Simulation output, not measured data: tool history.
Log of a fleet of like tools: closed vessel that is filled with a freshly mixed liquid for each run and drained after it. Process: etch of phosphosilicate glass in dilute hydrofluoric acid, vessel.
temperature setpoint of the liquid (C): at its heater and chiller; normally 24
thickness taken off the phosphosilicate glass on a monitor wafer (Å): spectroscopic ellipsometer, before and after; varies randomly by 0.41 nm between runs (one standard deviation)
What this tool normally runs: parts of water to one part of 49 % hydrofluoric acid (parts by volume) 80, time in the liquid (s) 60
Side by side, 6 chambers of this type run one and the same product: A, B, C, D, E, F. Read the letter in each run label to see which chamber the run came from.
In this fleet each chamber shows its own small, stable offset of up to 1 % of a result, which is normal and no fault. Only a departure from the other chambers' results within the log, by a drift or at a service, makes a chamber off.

run   hour  temperature setpoint of the liquid (C)  parts of water to one part of 49 % hydrofluoric acid (parts by volume)  time in the liquid (s)  read-back film thickness of the phosphosilicate glass reference wafer, read on the same gauge (nm)  thickness taken off the phosphosilicate glass on a monitor wafer (Å)
 1F   10.7                                      24                                                                      80                      60                                                                                              49.983                                                                459.03
 2B     22                                      24                                                                      80                      60                                                                                              49.991                                                                468.64
 3E   33.1                                      24                                                                      80                      60                                                                                              50.018                                                                459.07
 4A   46.6                                      24                                                                      80                      60                                                                                              50.009                                                                462.92
 5D   57.8                                      24                                                                      80                      60                                                                                              49.998                                                                 458.7
 6C   67.1                                      24                                                                      80                      60                                                                                              49.988                                                                460.09
 7C   76.4                                    22.5                                                                      65                      60                                                                                              49.979                                                                546.82
 8D   85.8                                    22.5                                                                      65                      60                                                                                               49.97                                                                541.14
 9B   98.1                                    22.5                                                                      65                      60                                                                                               49.99                                                                551.97
     104.1  -- chamber A: hydrofluoric acid flow meter replaced
10F  108.1                                    22.5                                                                      65                      60                                                                                              50.016                                                                538.79
11A    115                                    22.5                                                                      65                      60                                                                                              49.991                                                                548.99
12E  123.7                                    22.5                                                                      65                      60                                                                                              50.004                                                                528.97
13A  137.2                                      24                                                                      80                      60                                                                                              50.011                                                                462.31
14F  147.8                                      24                                                                      80                      60                                                                                              50.004                                                                450.34
15C  160.6                                      24                                                                      80                      60                                                                                              49.985                                                                461.42
16D    173                                      24                                                                      80                      60                                                                                              50.005                                                                 456.7
17E  186.3                                      24                                                                      80                      60                                                                                               50.03                                                                456.76
18B    193                                      24                                                                      80                      60                                                                                              50.003                                                                459.75
19C  205.2                                      24                                                                      80                      60                                                                                              49.977                                                                464.42
20B  214.5                                      24                                                                      80                      60                                                                                              50.004                                                                464.02
21F  226.8                                      24                                                                      80                      60                                                                                              49.992                                                                436.52
22D    235                                      24                                                                      80                      60                                                                                              50.008                                                                457.22
23E  246.7                                      24                                                                      80                      60                                                                                              49.991                                                                454.03
24A  258.1                                      24                                                                      80                      60                                                                                              49.979                                                                   461
25C    270                                      24                                                                      80                      60                                                                                              50.009                                                                461.85
26F  279.6                                      24                                                                      80                      60                                                                                              49.999                                                                430.53
27E  287.6                                      24                                                                      80                      60                                                                                              49.982                                                                   452
     295.9  -- chamber B: hydrofluoric acid flow meter replaced
28B  299.7                                      24                                                                      45                      80                                                                                               50.01                                                                1140.2
29D  309.4                                      24                                                                      45                      80                                                                                              49.995                                                                1130.2
30A    317                                      24                                                                      45                      80                                                                                              49.998                                                                1147.5
31F  328.9                                      24                                                                      45                      80                                                                                              49.987                                                                1074.8
32C  338.7                                      24                                                                      45                      80                                                                                               49.99                                                                1162.8
33A  352.3                                      24                                                                      45                      80                                                                                              49.984                                                                1128.7
34D    364                                      24                                                                      80                      60                                                                                              50.008                                                                463.87
35B  375.6                                      24                                                                      80                      60                                                                                               50.01                                                                466.48
36E  388.6                                      24                                                                      80                      60                                                                                              49.992                                                                456.03
37E  397.2                                      24                                                                      80                      60                                                                                              50.004                                                                458.18
38C  405.7                                      24                                                                      80                      60                                                                                              50.002                                                                460.17
39A  416.5                                      24                                                                      80                      60                                                                                              49.992                                                                462.87
40B  428.4                                      21                                                                      80                      85                                                                                              50.007                                                                587.32
41D  439.3                                      21                                                                      80                      85                                                                                              50.004                                                                 581.7

All chambers now run identical settings, listed one chamber a line with results as question marks. What results will each chamber show?
42A  449.3                                      24                                                                      80                      60                                                                                                                                                                         ?
42B  449.3                                      24                                                                      80                      60                                                                                                                                                                         ?
42C  449.3                                      24                                                                      80                      60                                                                                                                                                                         ?
42D  449.3                                      24                                                                      80                      60                                                                                                                                                                         ?
42E  449.3                                      24                                                                      80                      60                                                                                                                                                                         ?
42F  449.3                                      24                                                                      80                      60                                                                                                                                                                         ?

run  thickness taken off the phosphosilicate glass on a monitor wafer (Å)
42A                                                                462.84
42B                                                                460.05
42C                                                                457.51
42D                                                                456.51
42E                                                                454.46
42F                                                                405.64
